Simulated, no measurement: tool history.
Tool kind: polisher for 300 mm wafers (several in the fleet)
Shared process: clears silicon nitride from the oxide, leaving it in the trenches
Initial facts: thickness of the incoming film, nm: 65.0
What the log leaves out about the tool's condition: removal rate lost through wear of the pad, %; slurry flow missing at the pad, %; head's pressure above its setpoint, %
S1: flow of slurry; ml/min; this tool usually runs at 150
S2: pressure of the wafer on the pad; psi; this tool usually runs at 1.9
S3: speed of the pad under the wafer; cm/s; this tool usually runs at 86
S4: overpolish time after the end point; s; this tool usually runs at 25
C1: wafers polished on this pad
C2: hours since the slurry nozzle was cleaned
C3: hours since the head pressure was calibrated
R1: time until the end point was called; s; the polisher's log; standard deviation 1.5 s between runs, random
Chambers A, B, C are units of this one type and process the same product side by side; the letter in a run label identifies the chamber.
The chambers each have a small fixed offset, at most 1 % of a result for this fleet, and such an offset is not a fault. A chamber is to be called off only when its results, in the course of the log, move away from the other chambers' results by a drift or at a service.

run	hour	S1	S2	S3	S4	C1	C2	C3	R1
# hour 1.2: chamber C: worn pad replaced by a new one
1A	6.9	150	1.9	86	25	106	276.8	265.9	136.05
2B	12.6	150	1.9	86	25	221	129.1	364.9	136.34
3C	18.1	150	1.9	86	25	141	146.7	273	133.57
4A	27.2	150	1.9	86	25	276	297.1	286.2	135.22
5C	35.1	150	1.9	86	25	283	163.7	290	137.34
6B	44.6	150	1.9	86	25	488	161.1	396.9	136.59
7A	54	150	1.9	86	25	499	323.9	313	137.1
8C	58.8	150	1.9	86	25	481	187.4	313.7	135.91
9B	65.2	150	1.5	86	32	660	181.7	417.5	173.36
# hour 66.5: chamber B: worn pad replaced by a new one
10C	70.9	150	1.5	86	32	582	199.5	325.8	176.58
11B	77.9	150	1.5	86	32	95	194.4	430.2	171.41
# hour 80.1: chamber A: head pressure recalibrated
# hour 80.5: chamber C: worn pad replaced by a new one
12A	82.8	150	1.9	86	25	740	352.7	2.7	136.7
# hour 89.1: chamber A: worn pad replaced by a new one
13C	89.4	150	1.9	86	25	74	218	344.3	134.84
14B	94.3	150	1.9	86	25	232	210.8	446.6	137.7
15A	102.5	150	1.9	86	25	111	372.4	22.4	137.22
# hour 108.8: chamber C: slurry nozzle cleaned
16C	112.2	150	1.9	86	25	264	3.4	367.1	137.38
17B	120.3	150	1.9	86	34	449	236.8	472.6	140.43
18A	130.7	150	1.9	86	34	347	400.6	50.6	136.02
19C	136.1	150	1.9	86	34	464	27.3	391	136.43
20A	146.4	150	1.9	86	25	478	416.3	66.3	134.58
# hour 147.5: chamber B: worn pad replaced by a new one
21B	151.1	150	1.9	86	39	30	267.6	503.4	145.12
# hour 153.1: chamber C: worn pad replaced by a new one
# hour 156.9: chamber C: head pressure recalibrated
22C	159	150	1.9	86	39	50	50.2	2.1	136.81
23A	166.5	150	1.9	86	39	646	436.4	86.4	136.97
24B	173.4	150	1.9	86	25	216	289.9	525.7	147.57
# hour 183.6: chamber A: worn pad replaced by a new one
25A	183.9	150	1.9	86	25	3	453.8	103.8	137.71
26B	193.8	150	1.9	86	25	387	310.3	546.1	150.73

Read the log: is a single chamber off, either drifting away or since a service, is the gauge that measures every chamber drifting, or is nothing wrong beyond small per-chamber offsets? Name any odd chamber and what most likely caused it.

One chamber, B, drifts off from the rest bit by bit.
Cause: slurry flow missing at the pad, % = 41.3.
The log might look much the same if the cause were instead: head's pressure below its setpoint, %.

Chamber B could run next with any of the 4 candidate recipes listed below; each alters the usual settings, and their results appear as question marks. Which one brings its results back in line with what the other chambers deliver on the usual settings?
In-line tolerance around the mean of the other chambers on the usual settings: R1 5.5 s
27B-1	201.5	150	2.1	86	25				?
27B-2	201.5	150	1.9	104	25				?
27B-3	201.5	150	1.8	82	25				?
27B-4	201.5	145	1.9	72	25				?

Usual-settings mean across the other chambers: R1 136.55 s
run	R1
27B-1	139.43
27B-2	127.48
27B-3	170.51
27B-4	185.71
27B-1 brings the chamber back in line.
